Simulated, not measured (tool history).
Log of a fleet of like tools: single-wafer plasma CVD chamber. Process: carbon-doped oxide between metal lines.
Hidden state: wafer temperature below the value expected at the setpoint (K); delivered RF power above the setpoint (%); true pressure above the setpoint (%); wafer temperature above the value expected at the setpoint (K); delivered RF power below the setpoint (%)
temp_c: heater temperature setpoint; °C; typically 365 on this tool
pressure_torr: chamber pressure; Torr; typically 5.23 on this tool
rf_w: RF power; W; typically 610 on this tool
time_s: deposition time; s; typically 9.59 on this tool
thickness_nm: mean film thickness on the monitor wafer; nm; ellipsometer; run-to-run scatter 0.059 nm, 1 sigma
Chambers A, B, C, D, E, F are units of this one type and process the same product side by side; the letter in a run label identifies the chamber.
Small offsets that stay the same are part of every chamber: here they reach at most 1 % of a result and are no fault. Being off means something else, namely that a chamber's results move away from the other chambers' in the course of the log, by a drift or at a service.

| run | hour | temp_c | pressure_torr | rf_w | time_s | hours since the last thermocouple change | hours since the last RF generator calibration | hours since the last manometer calibration | read-back reference wafer on the same gauge, thickness_nm | thickness_nm |
|---|---|---|---|---|---|---|---|---|---|---|
| 1E | 7.1 | 365 | 5.23 | 610 | 9.59 | 1165.8 | 630.4 | 883.4 | 46.098 | 54.312 |
| 2C | 14.7 | 365 | 5.23 | 610 | 9.59 | 280.5 | 1238.7 | 867.1 | 46.106 | 54.747 |
| 3F | 21.2 | 365 | 5.23 | 610 | 9.59 | 442.2 | 839.6 | 140.3 | 46.125 | 54.56 |
| 4B | 29.9 | 365 | 5.23 | 610 | 9.59 | 2261.4 | 685.4 | 2101.2 | 46.118 | 54.797 |
| 5D | 39.3 | 365 | 5.23 | 610 | 9.59 | 181.9 | 98.9 | 1716.8 | 46.116 | 54.926 |
| 6A | 44.1 | 365 | 5.23 | 610 | 9.59 | 620.4 | 1796.5 | 370.3 | 46.123 | 54.349 |
| 7E | 51.9 | 365 | 5.23 | 610 | 9.59 | 1210.6 | 675.2 | 928.2 | 46.129 | 54.409 |
| 8A | 57.1 | 351 | 5.23 | 610 | 9.59 | 633.4 | 1809.5 | 383.3 | 46.141 | 56.456 |
| 9C | 66 | 351 | 5.23 | 610 | 9.59 | 331.8 | 1290 | 918.4 | 46.139 | 56.755 |
| 10F | 74.9 | 351 | 5.23 | 610 | 9.59 | 495.9 | 893.3 | 194 | 46.147 | 56.606 |
| 11B | 85.5 | 351 | 5.23 | 610 | 9.59 | 2317 | 741 | 2156.8 | 46.168 | 56.743 |
| 12D | 92.9 | 351 | 5.23 | 610 | 9.59 | 235.5 | 152.5 | 1770.4 | 46.167 | 57.223 |
| 13E | 101.4 | 351 | 5.23 | 610 | 9.59 | 1260.1 | 724.7 | 977.7 | 46.163 | 56.418 |
| 14B | 106.3 | 365 | 5.23 | 610 | 9.59 | 2337.8 | 761.8 | 2177.6 | 46.173 | 54.815 |
| 15F | 111.5 | 365 | 5.23 | 610 | 9.59 | 532.5 | 929.9 | 230.6 | 46.172 | 54.6 |
| 16C | 120.5 | 365 | 5.23 | 495 | 10.49 | 386.3 | 1344.5 | 972.9 | 46.183 | 52.536 |
| 17A | 125.9 | 365 | 5.23 | 495 | 10.49 | 702.2 | 1878.3 | 452.1 | 46.186 | 52.296 |
| 18D | 135.9 | 365 | 5.23 | 495 | 10.49 | 278.5 | 195.5 | 1813.4 | 46.199 | 52.921 |
| 19A | 145.1 | 365 | 5.23 | 495 | 10.49 | 721.4 | 1897.5 | 471.3 | 46.203 | 52.38 |
| 20F | 152.4 | 365 | 5.23 | 495 | 10.49 | 573.4 | 970.8 | 271.5 | 46.196 | 52.34 |
| 21E | 158 | 365 | 5.23 | 495 | 10.49 | 1316.7 | 781.3 | 1034.3 | 46.204 | 52.163 |
| 22B | 164.2 | 365 | 5.23 | 610 | 9.59 | 2395.7 | 819.7 | 2235.5 | 46.207 | 54.803 |
| 23D | 172.1 | 365 | 5.23 | 610 | 9.59 | 314.7 | 231.7 | 1849.6 | 46.226 | 55.2 |
| 24C | 177.2 | 365 | 5.23 | 610 | 9.59 | 443 | 1401.2 | 1029.6 | 46.221 | 54.831 |
| 25A | 186.1 | 365 | 5.23 | 610 | 9.59 | 762.4 | 1938.5 | 512.3 | 46.217 | 54.744 |
| 26C | 191.6 | 365 | 5.23 | 610 | 9.59 | 457.4 | 1415.6 | 1044 | 46.224 | 54.935 |
| 27E | 198.5 | 365 | 5.23 | 610 | 9.59 | 1357.2 | 821.8 | 1074.8 | 46.231 | 54.407 |
| 28B | 205.5 | 365 | 5.23 | 610 | 9.59 | 2437 | 861 | 2276.8 | 46.238 | 54.831 |
| 29D | 215.7 | 365 | 5.23 | 610 | 9.59 | 358.3 | 275.3 | 1893.2 | 46.233 | 55.199 |
| 30F | 221.1 | 365 | 5.23 | 610 | 9.59 | 642.1 | 1039.5 | 340.2 | 46.253 | 54.869 |
| 31D | 226.4 | 365 | 5.23 | 610 | 9.59 | 369 | 286 | 1903.9 | 46.247 | 55.189 |
| 32E | 234.3 | 365 | 5.23 | 610 | 9.59 | 1393 | 857.6 | 1110.6 | 46.249 | 54.558 |
| 33F | 244.3 | 365 | 5.23 | 610 | 9.59 | 665.3 | 1062.7 | 363.4 | 46.266 | 54.776 |
| 34B | 254.5 | 365 | 5.23 | 610 | 9.59 | 2486 | 910 | 2325.8 | 46.264 | 54.972 |
| 35C | 262.1 | 365 | 5.23 | 610 | 9.59 | 527.9 | 1486.1 | 1114.5 | 46.278 | 54.83 |
| 36A | 270 | 365 | 5.23 | 610 | 9.59 | 846.3 | 2022.4 | 596.2 | 46.288 | 54.546 |
| 37F | 279.6 | 365 | 5.23 | 610 | 9.59 | 700.6 | 1098 | 398.7 | 46.282 | 54.659 |
|  | 281.2 | chamber B: thermocouple changed; heater temperature recalibrated |
| 38C | 288.5 | 365 | 5.23 | 610 | 9.59 | 554.3 | 1512.5 | 1140.9 | 46.294 | 54.914 |
| 39B | 294.2 | 365 | 5.23 | 610 | 9.59 | 13 | 949.7 | 2365.5 | 46.305 | 54.922 |

One chamber off, gauge drift, or nothing amiss beyond the chambers' own small offsets? If it is a chamber, which one, and what is the likeliest cause?

It is the gauge, not a chamber: its drift shows up in every chamber's results at once, and no chamber is off.
Likeliest cause: gauge reads high (%) = 0.443.

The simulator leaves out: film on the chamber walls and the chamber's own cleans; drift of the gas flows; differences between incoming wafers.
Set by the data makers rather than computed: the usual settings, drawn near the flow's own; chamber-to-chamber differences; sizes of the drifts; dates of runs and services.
